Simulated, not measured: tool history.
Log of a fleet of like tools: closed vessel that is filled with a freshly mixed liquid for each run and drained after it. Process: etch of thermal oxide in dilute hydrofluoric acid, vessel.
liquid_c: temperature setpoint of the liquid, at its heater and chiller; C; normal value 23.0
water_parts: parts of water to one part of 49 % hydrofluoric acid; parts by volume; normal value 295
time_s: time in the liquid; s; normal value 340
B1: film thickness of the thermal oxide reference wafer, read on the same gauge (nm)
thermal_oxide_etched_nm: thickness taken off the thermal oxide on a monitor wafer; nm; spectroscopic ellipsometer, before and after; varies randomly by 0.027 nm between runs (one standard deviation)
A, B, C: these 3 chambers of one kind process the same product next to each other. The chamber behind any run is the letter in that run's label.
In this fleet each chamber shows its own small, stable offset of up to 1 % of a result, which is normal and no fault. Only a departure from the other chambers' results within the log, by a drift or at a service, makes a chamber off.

{"run": "1B", "hour": 15.4, "liquid_c": 23.0, "water_parts": 295, "time_s": 340, "B1": 30.017, "thermal_oxide_etched_nm": 4.3313}
{"run": "2C", "hour": 23.5, "liquid_c": 23.0, "water_parts": 295, "time_s": 340, "B1": 30.001, "thermal_oxide_etched_nm": 4.4686}
{"run": "3A", "hour": 39.0, "liquid_c": 23.0, "water_parts": 295, "time_s": 340, "B1": 29.988, "thermal_oxide_etched_nm": 4.3838}
{"run": "4B", "hour": 54.1, "liquid_c": 23.0, "water_parts": 295, "time_s": 340, "B1": 30.01, "thermal_oxide_etched_nm": 4.3776}
{"run": "5C", "hour": 65.2, "liquid_c": 23.0, "water_parts": 295, "time_s": 340, "B1": 29.966, "thermal_oxide_etched_nm": 4.4678}
{"run": "6A", "hour": 80.0, "liquid_c": 23.0, "water_parts": 295, "time_s": 340, "B1": 29.997, "thermal_oxide_etched_nm": 4.4017}
{"run": "7B", "hour": 91.1, "liquid_c": 23.0, "water_parts": 295, "time_s": 340, "B1": 30.03, "thermal_oxide_etched_nm": 4.3904}
{"run": "8C", "hour": 102.8, "liquid_c": 23.0, "water_parts": 295, "time_s": 340, "B1": 29.966, "thermal_oxide_etched_nm": 4.4676}
{"run": "9A", "hour": 110.0, "liquid_c": 23.0, "water_parts": 425, "time_s": 340, "B1": 30.021, "thermal_oxide_etched_nm": 2.7101}
{"run": "10B", "hour": 123.8, "liquid_c": 23.0, "water_parts": 425, "time_s": 340, "B1": 29.995, "thermal_oxide_etched_nm": 2.7027}
{"run": "11A", "hour": 135.0, "liquid_c": 23.0, "water_parts": 425, "time_s": 340, "B1": 30.007, "thermal_oxide_etched_nm": 2.7263}
{"run": "12C", "hour": 149.4, "liquid_c": 26.0, "water_parts": 295, "time_s": 230, "B1": 29.981, "thermal_oxide_etched_nm": 3.3324}
{"run": "13B", "hour": 158.8, "liquid_c": 26.0, "water_parts": 295, "time_s": 230, "B1": 29.994, "thermal_oxide_etched_nm": 3.3516}
{"run": "14A", "hour": 167.1, "liquid_c": 26.0, "water_parts": 295, "time_s": 230, "B1": 30.015, "thermal_oxide_etched_nm": 3.3061}
{"run": "15C", "hour": 178.5, "liquid_c": 23.0, "water_parts": 295, "time_s": 340, "B1": 30.013, "thermal_oxide_etched_nm": 4.4379}
{"run": "16C", "hour": 186.0, "liquid_c": 23.0, "water_parts": 295, "time_s": 340, "B1": 30.006, "thermal_oxide_etched_nm": 4.374}
{"hour": 189.0, "done": "chamber A: hydrofluoric acid flow meter replaced"}
{"run": "17A", "hour": 194.4, "liquid_c": 23.0, "water_parts": 295, "time_s": 340, "B1": 29.954, "thermal_oxide_etched_nm": 4.3682}
{"run": "18B", "hour": 205.4, "liquid_c": 18.5, "water_parts": 170, "time_s": 340, "B1": 29.999, "thermal_oxide_etched_nm": 7.4594}
{"run": "19A", "hour": 217.9, "liquid_c": 18.5, "water_parts": 170, "time_s": 340, "B1": 29.968, "thermal_oxide_etched_nm": 7.3318}
{"hour": 225.1, "done": "chamber B: hydrofluoric acid flow meter replaced"}
{"run": "20C", "hour": 230.4, "liquid_c": 18.5, "water_parts": 170, "time_s": 340, "B1": 30.017, "thermal_oxide_etched_nm": 7.2748}
{"run": "21B", "hour": 240.3, "liquid_c": 27.0, "water_parts": 170, "time_s": 340, "B1": 29.987, "thermal_oxide_etched_nm": 10.31}
{"run": "22B", "hour": 252.4, "liquid_c": 27.0, "water_parts": 170, "time_s": 340, "B1": 29.997, "thermal_oxide_etched_nm": 10.261}
{"run": "23A", "hour": 268.2, "liquid_c": 27.0, "water_parts": 170, "time_s": 340, "B1": 29.998, "thermal_oxide_etched_nm": 10.06}
{"run": "24C", "hour": 278.8, "liquid_c": 23.0, "water_parts": 295, "time_s": 340, "B1": 29.967, "thermal_oxide_etched_nm": 4.4378}
{"run": "25A", "hour": 287.9, "liquid_c": 23.0, "water_parts": 180, "time_s": 340, "B1": 30.0, "thermal_oxide_etched_nm": 8.0587}
{"run": "26B", "hour": 300.9, "liquid_c": 23.0, "water_parts": 180, "time_s": 340, "B1": 29.984, "thermal_oxide_etched_nm": 8.4}
{"run": "27C", "hour": 311.5, "liquid_c": 23.0, "water_parts": 180, "time_s": 340, "B1": 29.988, "thermal_oxide_etched_nm": 8.1048}
{"hour": 318.1, "done": "chamber C: thermometer replaced"}
{"run": "28B", "hour": 322.2, "liquid_c": 23.0, "water_parts": 295, "time_s": 340, "B1": 30.038, "thermal_oxide_etched_nm": 4.5047}
{"run": "29A", "hour": 333.9, "liquid_c": 23.0, "water_parts": 295, "time_s": 340, "B1": 30.005, "thermal_oxide_etched_nm": 4.4133}
{"run": "30C", "hour": 343.2, "liquid_c": 23.0, "water_parts": 295, "time_s": 340, "B1": 29.999, "thermal_oxide_etched_nm": 4.3699}
{"hour": 346.7, "done": "chamber C: hydrofluoric acid flow meter replaced"}
{"run": "31A", "hour": 351.0, "liquid_c": 23.0, "water_parts": 295, "time_s": 340, "B1": 30.006, "thermal_oxide_etched_nm": 4.3682}
{"run": "32C", "hour": 359.2, "liquid_c": 23.0, "water_parts": 295, "time_s": 340, "B1": 30.002, "thermal_oxide_etched_nm": 4.4046}
{"run": "33B", "hour": 367.1, "liquid_c": 23.0, "water_parts": 295, "time_s": 340, "B1": 29.999, "thermal_oxide_etched_nm": 4.5108}
{"run": "34B", "hour": 375.0, "liquid_c": 23.0, "water_parts": 295, "time_s": 340, "B1": 30.012, "thermal_oxide_etched_nm": 4.5502}
{"run": "35A", "hour": 387.9, "liquid_c": 23.0, "water_parts": 295, "time_s": 340, "B1": 30.024, "thermal_oxide_etched_nm": 4.4036}
{"run": "36C", "hour": 397.8, "liquid_c": 23.0, "water_parts": 295, "time_s": 340, "B1": 30.011, "thermal_oxide_etched_nm": 4.4213}
{"run": "37B", "hour": 407.2, "liquid_c": 23.0, "water_parts": 295, "time_s": 340, "B1": 30.004, "thermal_oxide_etched_nm": 4.5609}
{"run": "38A", "hour": 421.5, "liquid_c": 23.0, "water_parts": 295, "time_s": 340, "B1": 29.981, "thermal_oxide_etched_nm": 4.3616}
{"run": "39C", "hour": 434.4, "liquid_c": 23.0, "water_parts": 295, "time_s": 340, "B1": 30.032, "thermal_oxide_etched_nm": 4.428}
{"run": "40B", "hour": 443.5, "liquid_c": 23.0, "water_parts": 295, "time_s": 340, "B1": 29.995, "thermal_oxide_etched_nm": 4.6083}
{"run": "41C", "hour": 459.3, "liquid_c": 25.5, "water_parts": 295, "time_s": 340, "B1": 30.02, "thermal_oxide_etched_nm": 4.8202}

The same settings go to every chamber for the next run, one line per chamber below. Forecast the results for each:
{"run": "42A", "hour": 470.6, "liquid_c": 23.0, "water_parts": 405, "time_s": 340, "thermal_oxide_etched_nm": "?"}
{"run": "42B", "hour": 470.6, "liquid_c": 23.0, "water_parts": 405, "time_s": 340, "thermal_oxide_etched_nm": "?"}
{"run": "42C", "hour": 470.6, "liquid_c": 23.0, "water_parts": 405, "time_s": 340, "thermal_oxide_etched_nm": "?"}

run=42A thermal_oxide_etched_nm=2.8514
run=42B thermal_oxide_etched_nm=3.0015
run=42C thermal_oxide_etched_nm=2.9384

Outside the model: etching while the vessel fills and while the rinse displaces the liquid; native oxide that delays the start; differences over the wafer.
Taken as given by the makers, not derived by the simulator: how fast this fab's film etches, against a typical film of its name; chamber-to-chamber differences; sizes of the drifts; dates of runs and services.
